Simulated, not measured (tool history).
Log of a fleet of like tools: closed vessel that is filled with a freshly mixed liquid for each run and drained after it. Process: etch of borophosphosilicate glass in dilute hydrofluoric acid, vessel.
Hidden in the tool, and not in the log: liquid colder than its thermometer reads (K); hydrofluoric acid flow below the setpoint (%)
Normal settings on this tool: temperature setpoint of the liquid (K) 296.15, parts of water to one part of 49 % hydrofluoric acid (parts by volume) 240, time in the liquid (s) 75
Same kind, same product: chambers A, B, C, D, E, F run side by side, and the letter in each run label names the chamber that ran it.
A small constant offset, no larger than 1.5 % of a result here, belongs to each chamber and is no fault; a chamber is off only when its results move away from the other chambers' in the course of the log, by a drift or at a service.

run   hour  temperature setpoint of the liquid (K)  parts of water to one part of 49 % hydrofluoric acid (parts by volume)  time in the liquid (s)  hours since the thermometer was replaced  hours since the hydrofluoric acid flow meter was replaced  read-back film thickness of the borophosphosilicate glass reference wafer, read on the same gauge (nm)  thickness taken off the borophosphosilicate glass on a monitor wafer (nm)
 1A   12.7                                  296.15                                                                     240                      75                                     746.5                                                      532.6                                                                                                  140.02                                                                     11.065
 2C   22.7                                  296.15                                                                     240                      75                                    1140.1                                                     1139.2                                                                                                  140.02                                                                     11.265
 3F   31.1                                  296.15                                                                     240                      75                                     489.2                                                      704.2                                                                                                  140.02                                                                     11.312
        37  -- chamber B: thermometer replaced
 4D   41.4                                  296.15                                                                     240                      75                                     223.2                                                      462.3                                                                                                  140.01                                                                     11.272
 5E   48.6                                  296.15                                                                     240                      75                                     419.6                                                        522                                                                                                  140.05                                                                     11.103
 6B     62                                  296.15                                                                     240                     110                                        25                                                      301.6                                                                                                  140.02                                                                     16.735
 7B   71.4                                  296.15                                                                     240                     110                                      34.4                                                        311                                                                                                  140.03                                                                     16.656
 8C   81.2                                  296.15                                                                     240                     110                                    1198.6                                                     1197.7                                                                                                  140.03                                                                     16.511
 9D     95                                  296.15                                                                     240                     110                                     276.8                                                      515.9                                                                                                  139.98                                                                     16.377
10E  103.8                                  296.15                                                                     240                     110                                     474.8                                                      577.2                                                                                                  140.02                                                                     16.686
11F  112.6                                  296.15                                                                     240                     110                                     570.7                                                      785.7                                                                                                  139.95                                                                       16.6
12A  122.6                                  296.15                                                                     240                      75                                     856.4                                                      642.5                                                                                                  139.99                                                                     11.019
13B  128.8                                  296.15                                                                     240                      75                                      91.8                                                      368.4                                                                                                  140.07                                                                     11.245
14F  141.6                                  296.15                                                                     240                      75                                     599.7                                                      814.7                                                                                                  139.98                                                                     11.299
15C  149.7                                  296.15                                                                     240                      75                                    1267.1                                                     1266.2                                                                                                  139.94                                                                     11.028
16E  162.3                                  296.15                                                                     240                      75                                     533.3                                                      635.7                                                                                                  140.01                                                                     11.264
17D  169.7                                  296.15                                                                     240                      75                                     351.5                                                      590.6                                                                                                  139.98                                                                     11.158
18A  182.5                                  300.15                                                                     350                      75                                     916.3                                                      702.4                                                                                                  140.06                                                                     7.7097
19B  193.1                                  300.15                                                                     350                      75                                     156.1                                                      432.7                                                                                                  140.03                                                                     7.9108
20E  203.6                                  300.15                                                                     350                      75                                     574.6                                                        677                                                                                                  139.98                                                                     7.8984
21C  210.4                                  300.15                                                                     350                      75                                    1327.8                                                     1326.9                                                                                                  140.02                                                                     7.9282
     211.6  -- chamber B: hydrofluoric acid flow meter replaced
     216.1  -- chamber E: hydrofluoric acid flow meter replaced
22F  217.8                                  300.15                                                                     350                      75                                     675.9                                                      890.9                                                                                                  139.99                                                                     8.0924
23D  228.2                                  300.15                                                                     350                      75                                       410                                                      649.1                                                                                                  140.01                                                                     7.8913
24A  236.5                                  296.15                                                                     240                      75                                     970.3                                                      756.4                                                                                                  139.99                                                                     10.752
25A  247.1                                  299.15                                                                     240                     120                                     980.9                                                        767                                                                                                  139.98                                                                     19.098
26D  260.9                                  299.15                                                                     240                     120                                     442.7                                                      681.8                                                                                                     140                                                                     19.902
27E  272.2                                  299.15                                                                     240                     120                                     643.2                                                       56.2                                                                                                     140                                                                     20.099
28C  285.8                                  299.15                                                                     240                     120                                    1403.2                                                     1402.3                                                                                                  140.07                                                                      20.11
29F  293.1                                  299.15                                                                     240                     120                                     751.2                                                      966.2                                                                                                  140.07                                                                     20.292
30B  301.4                                  299.15                                                                     240                     120                                     264.4                                                       89.8                                                                                                  139.99                                                                     20.397
31F    308                                  296.15                                                                     240                      75                                     766.1                                                      981.1                                                                                                  139.99                                                                     11.448
32D  322.2                                  296.15                                                                     240                      75                                       504                                                      743.1                                                                                                  140.01                                                                      11.17
33B  330.1                                  296.15                                                                     240                      75                                     293.1                                                      118.5                                                                                                  139.99                                                                     11.427
34E  341.3                                  296.15                                                                     240                      75                                     712.3                                                      125.3                                                                                                  140.03                                                                     11.213
35A  354.6                                  296.15                                                                     240                      75                                    1088.4                                                      874.5                                                                                                  139.97                                                                     10.676
36C  367.1                                  296.15                                                                     300                      75                                    1484.5                                                     1483.6                                                                                                  140.05                                                                     8.3737
     377.5  -- chamber D: thermometer replaced
37A  377.8                                  296.15                                                                     300                      75                                    1111.6                                                      897.7                                                                                                  139.95                                                                     8.0653
38D  384.7                                  296.15                                                                     300                      75                                       7.3                                                      805.6                                                                                                  140.03                                                                     8.5362
39B  397.5                                  296.15                                                                     300                      75                                     360.5                                                      185.9                                                                                                  139.97                                                                     8.5673
40E  404.6                                  296.15                                                                     300                      75                                     775.6                                                      188.6                                                                                                  139.99                                                                     8.5982

Next, all 6 chambers run the settings below, one line each with question marks for the results. What does each chamber give?
41A  414.9                                  296.15                                                                     240                      75                                                                                                                                                                                                                                                                                       ?
41B  414.9                                  296.15                                                                     240                      75                                                                                                                                                                                                                                                                                       ?
41C  414.9                                  296.15                                                                     240                      75                                                                                                                                                                                                                                                                                       ?
41D  414.9                                  296.15                                                                     240                      75                                                                                                                                                                                                                                                                                       ?
41E  414.9                                  296.15                                                                     240                      75                                                                                                                                                                                                                                                                                       ?
41F  414.9                                  296.15                                                                     240                      75                                                                                                                                                                                                                                                                                       ?

run  thickness taken off the borophosphosilicate glass on a monitor wafer (nm)
41A                                                                     10.592
41B                                                                     11.419
41C                                                                      11.24
41D                                                                      11.09
41E                                                                     11.273
41F                                                                      11.18
